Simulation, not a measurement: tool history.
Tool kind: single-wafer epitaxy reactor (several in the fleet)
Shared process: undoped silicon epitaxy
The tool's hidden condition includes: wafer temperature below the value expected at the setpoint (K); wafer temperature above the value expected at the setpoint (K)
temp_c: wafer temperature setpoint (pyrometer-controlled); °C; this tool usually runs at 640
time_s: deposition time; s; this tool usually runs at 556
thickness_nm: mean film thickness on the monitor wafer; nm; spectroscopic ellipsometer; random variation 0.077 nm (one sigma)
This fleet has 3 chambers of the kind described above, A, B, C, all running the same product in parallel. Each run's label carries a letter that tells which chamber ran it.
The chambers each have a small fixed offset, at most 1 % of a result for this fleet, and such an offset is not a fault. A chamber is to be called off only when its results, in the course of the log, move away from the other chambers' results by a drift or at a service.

| run | hour | temp_c | time_s | hours since the last pyrometer calibration | read-back reference wafer on the same gauge, thickness_nm | thickness_nm |
|---|---|---|---|---|---|---|
| 1B | 16.3 | 640 | 556 | 152.1 | 79.083 | 75.556 |
| 2A | 27.6 | 640 | 556 | 987.8 | 79.067 | 75.037 |
| 3C | 36.1 | 640 | 556 | 979.1 | 79.045 | 74.224 |
| 4A | 45.2 | 640 | 556 | 1005.4 | 79.040 | 74.924 |
| 5B | 55.6 | 647 | 601 | 191.4 | 79.021 | 95.106 |
| 6C | 68.6 | 647 | 601 | 1011.6 | 79.017 | 93.881 |
| 7C | 81.2 | 647 | 601 | 1024.2 | 78.982 | 93.682 |
| 8A | 90.6 | 640 | 556 | 1050.8 | 78.981 | 74.911 |
|  | 95.5 | chamber C: pyrometer calibrated |
| 9B | 101.3 | 640 | 556 | 237.1 | 78.965 | 75.376 |
| 10B | 113.8 | 629 | 629 | 249.6 | 78.931 | 66.753 |
| 11A | 130.6 | 629 | 629 | 1090.8 | 78.920 | 66.070 |
| 12C | 139.0 | 629 | 629 | 43.5 | 78.897 | 65.300 |
| 13C | 153.8 | 640 | 556 | 58.3 | 78.893 | 74.017 |
| 14B | 165.3 | 640 | 556 | 301.1 | 78.883 | 75.257 |
| 15A | 174.1 | 654 | 556 | 1134.3 | 78.871 | 101.550 |
| 16B | 189.3 | 654 | 556 | 325.1 | 78.848 | 101.850 |
| 17A | 199.6 | 654 | 556 | 1159.8 | 78.829 | 101.390 |
| 18C | 210.7 | 640 | 556 | 115.2 | 78.777 | 74.058 |
| 19A | 223.8 | 640 | 556 | 1184.0 | 78.802 | 74.728 |
| 20B | 233.6 | 632 | 628 | 369.4 | 78.763 | 71.111 |

The same settings go to every chamber for the next run, one line per chamber below. Forecast the results for each:
| 21A | 245.5 | 640 | 556 |  |  | ? |
| 21B | 245.5 | 640 | 556 |  |  | ? |
| 21C | 245.5 | 640 | 556 |  |  | ? |

| run | thickness_nm |
|---|---|
| 21A | 74.513 |
| 21B | 75.288 |
| 21C | 73.806 |
